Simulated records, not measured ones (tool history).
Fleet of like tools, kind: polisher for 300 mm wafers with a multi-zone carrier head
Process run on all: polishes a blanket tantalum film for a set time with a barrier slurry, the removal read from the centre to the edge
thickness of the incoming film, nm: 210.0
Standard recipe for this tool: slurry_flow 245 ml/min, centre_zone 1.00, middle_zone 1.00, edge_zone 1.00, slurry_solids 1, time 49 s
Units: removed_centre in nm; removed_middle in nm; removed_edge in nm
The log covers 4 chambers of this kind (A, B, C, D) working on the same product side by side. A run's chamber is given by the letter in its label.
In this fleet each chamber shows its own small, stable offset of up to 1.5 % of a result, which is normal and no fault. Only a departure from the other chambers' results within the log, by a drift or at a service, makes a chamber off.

run     day  slurry_flow  centre_zone  middle_zone  edge_zone  slurry_solids  time  wafers polished on this pad  hours since the slurry nozzle was cleaned  hours since the centre zone pressure was calibrated  hours since the edge zone pressure was calibrated  removed_centre  removed_middle  removed_edge
      0.383  -- chamber C: slurry nozzle cleaned
 1C   0.608          245         1.00         1.00       1.00              1    49                          655                                        5.4                                                751.7                                              262.7          60.078          60.886        60.429
 2B   1.200          245         1.00         1.00       1.00              1    49                          563                                      430.7                                                 47.7                                              619.0          60.054          61.119        59.312
      1.283  -- chamber B: slurry nozzle cleaned
 3A   1.692          245         1.00         1.00       1.00              1    49                          923                                      722.7                                                548.1                                              239.5          61.617          61.108        61.294
 4D   2.092          245         1.00         1.00       1.00              1    49                         1111                                      681.8                                                168.6                                              277.5          60.507          60.567        60.934
      2.242  -- chamber A: worn pad replaced by a new one
 5A   2.412          245         1.00         1.00       1.00              1    49                           43                                      740.0                                                565.4                                              256.8          61.620          60.891        61.031
      2.588  -- chamber C: worn pad replaced by a new one
      2.729  -- chamber A: slurry nozzle cleaned
 6B   2.875          245         1.00         1.00       1.00              1    49                          985                                       38.2                                                 87.9                                              659.2          60.091          61.625        59.481
 7C   3.221          245         1.00         1.00       1.00              1    49                          159                                       68.1                                                814.4                                              325.4          59.753          61.208        60.447
 8D   3.521          245         1.00         1.00       1.00              1    49                         1471                                      716.1                                                202.9                                              311.8          60.674          61.425        60.626
      3.717  -- chamber B: worn pad replaced by a new one
 9D   3.879          245         1.00         1.00       1.00              1    49                         1561                                      724.7                                                211.5                                              320.4          60.249          61.204        59.877
10C   4.225          245         1.00         1.00       1.00              1    49                          412                                       92.2                                                838.5                                              349.5          60.931          60.534        61.257
11B   4.842          245         1.00         1.00       1.00              1    49                          283                                       85.4                                                135.1                                              706.4          61.219          60.954        60.650
      5.262  -- chamber A: centre zone pressure recalibrated
12A   5.512          315         1.00         1.00       1.06              1    49                          823                                       66.8                                                  6.1                                              331.2          62.545          62.311        63.694
      5.588  -- chamber D: slurry nozzle cleaned
      5.721  -- chamber A: worn pad replaced by a new one
13D   6.158          315         1.00         1.00       1.06              1    49                         2134                                       13.8                                                266.2                                              375.1          62.849          62.000        62.112
14B   6.796          315         1.00         1.00       1.06              1    49                          774                                      132.3                                                182.0                                              753.3          63.924          63.147        63.541
      6.908  -- chamber C: worn pad replaced by a new one
15A   7.188          315         1.00         1.00       1.06              1    49                          369                                      107.0                                                 46.3                                              371.4          63.163          63.062        64.217
16C   7.521          245         0.95         1.11       1.00              1    49                          154                                      171.3                                                917.6                                              428.6          56.874          67.084        61.329
17D   7.871          245         0.95         1.11       1.00              1    49                         2565                                       54.9                                                307.3                                              416.2          56.804          65.764        58.605
      8.112  -- chamber B: worn pad replaced by a new one
18A   8.417          245         0.95         1.11       1.00              1    49                          678                                      136.5                                                 75.8                                              400.9          58.274          66.962        60.089
19C   8.754          245         0.95         1.11       1.00              1    49                          464                                      200.9                                                947.2                                              458.2          57.623          67.686        60.655
20B   9.354          245         1.00         1.00       1.00              1    49                          313                                      193.7                                                243.4                                              814.7          60.727          60.476        60.482
21D   9.700          245         1.00         1.00       1.00              1    49                         3025                                       98.8                                                351.2                                              460.1          58.176          58.766        58.906
      9.742  -- chamber A: worn pad replaced by a new one
22A  10.262          245         1.00         1.00       1.00              1    49                          131                                      180.8                                                120.1                                              445.2          61.156          61.372        62.113
23B  10.821          245         1.00         1.00       1.00              1    49                          682                                      228.9                                                278.6                                              849.9          60.539          60.577        59.911
     11.146  -- chamber C: worn pad replaced by a new one
24C  11.446          170         1.00         1.00       0.94              1    49                           75                                      265.5                                               1011.8                                              522.8          58.223          57.350        55.590
25C  12.092          170         1.00         1.00       0.94              1    49                          238                                      281.0                                               1027.3                                              538.3          56.940          57.476        55.772
     12.312  -- chamber D: centre zone pressure recalibrated
     12.571  -- chamber B: worn pad replaced by a new one
26B  12.708          170         1.00         1.00       0.94              1    49                           35                                      274.2                                                323.9                                              895.2          56.180          56.891        55.616
     12.746  -- chamber C: slurry nozzle cleaned
27D  13.058          170         1.00         1.00       0.94              1    49                         3870                                      179.4                                                 18.0                                              540.7          53.521          54.191        52.731
28A  13.483          245         1.00         1.00       1.00              1    49                          942                                      258.1                                                197.4                                              522.5          60.250          60.252        61.774
29D  14.133          245         1.00         1.00       1.00              1    49                         4140                                      205.2                                                 43.8                                              566.5          56.059          57.124        56.720
     14.275  -- chamber A: worn pad replaced by a new one
     14.558  -- chamber A: edge zone pressure recalibrated
30C  14.729          245         1.00         1.00       1.11              1    44                          901                                       47.6                                               1090.6                                              601.6          54.204          53.835        57.197
     15.371  -- chamber C: worn pad replaced by a new one
31B  15.371          245         1.00         1.00       1.11              1    44                          704                                      338.1                                                387.8                                              959.1          53.522          54.512        56.160
     15.608  -- chamber D: edge zone pressure recalibrated
32A  15.662          245         1.00         1.00       1.11              1    44                          349                                      310.4                                                249.7                                               26.6          55.045          55.009        59.041
33D  15.962          245         1.00         1.00       1.11              1    44                         4600                                      249.1                                                 87.7                                                8.6          49.731          50.376        52.454
34A  16.488          245         1.00         1.00       1.00              1    49                          557                                      330.2                                                269.5                                               46.4          60.648          60.994        59.666
35B  16.783          245         1.00         1.00       1.00              1    49                         1060                                      372.0                                                421.7                                              993.0          61.228          60.702        59.507
     16.912  -- chamber B: worn pad replaced by a new one
36C  17.142          245         1.00         1.00       1.00              1    49                          445                                      105.5                                               1148.5                                              659.5          60.908          60.540        60.316
37A  17.617          245         1.00         1.00       1.00              1    49                          841                                      357.3                                                296.6                                               73.5          62.041          59.795        60.825
38C  17.958          245         1.00         1.00       1.00              1    49                          651                                      125.1                                               1168.1                                              679.1          61.013          60.503        59.445
39D  18.362          245         1.00         1.00       1.00              1    49                         5204                                      306.7                                                145.3                                               66.2          54.501          55.213        54.854
40B  18.862          245         1.00         1.00       1.00              1    49                          490                                      421.9                                                471.6                                             1042.9          60.609          61.027        59.774
41B  19.404          245         1.00         1.00       1.00              1    49                          626                                      434.9                                                484.6                                             1055.9          61.838          61.259        59.702
     19.638  -- chamber C: centre zone pressure recalibrated
42C  19.750          245         1.00         1.00       1.00              1    49                         1101                                      168.1                                                  2.7                                              722.1          61.012          60.271        59.559

Next, every chamber runs the same settings. What will each give?
43A  20.229          245         1.00         1.00       1.00              1    35                                                                                                                                                                                               ?               ?             ?
43B  20.229          245         1.00         1.00       1.00              1    35                                                                                                                                                                                               ?               ?             ?
43C  20.229          245         1.00         1.00       1.00              1    35                                                                                                                                                                                               ?               ?             ?
43D  20.229          245         1.00         1.00       1.00              1    35                                                                                                                                                                                               ?               ?             ?

run  removed_centre  removed_middle  removed_edge
43A          42.391          42.980        43.879
43B          43.750          44.120        43.319
43C          43.810          43.000        42.758
43D          38.331          38.187        38.070
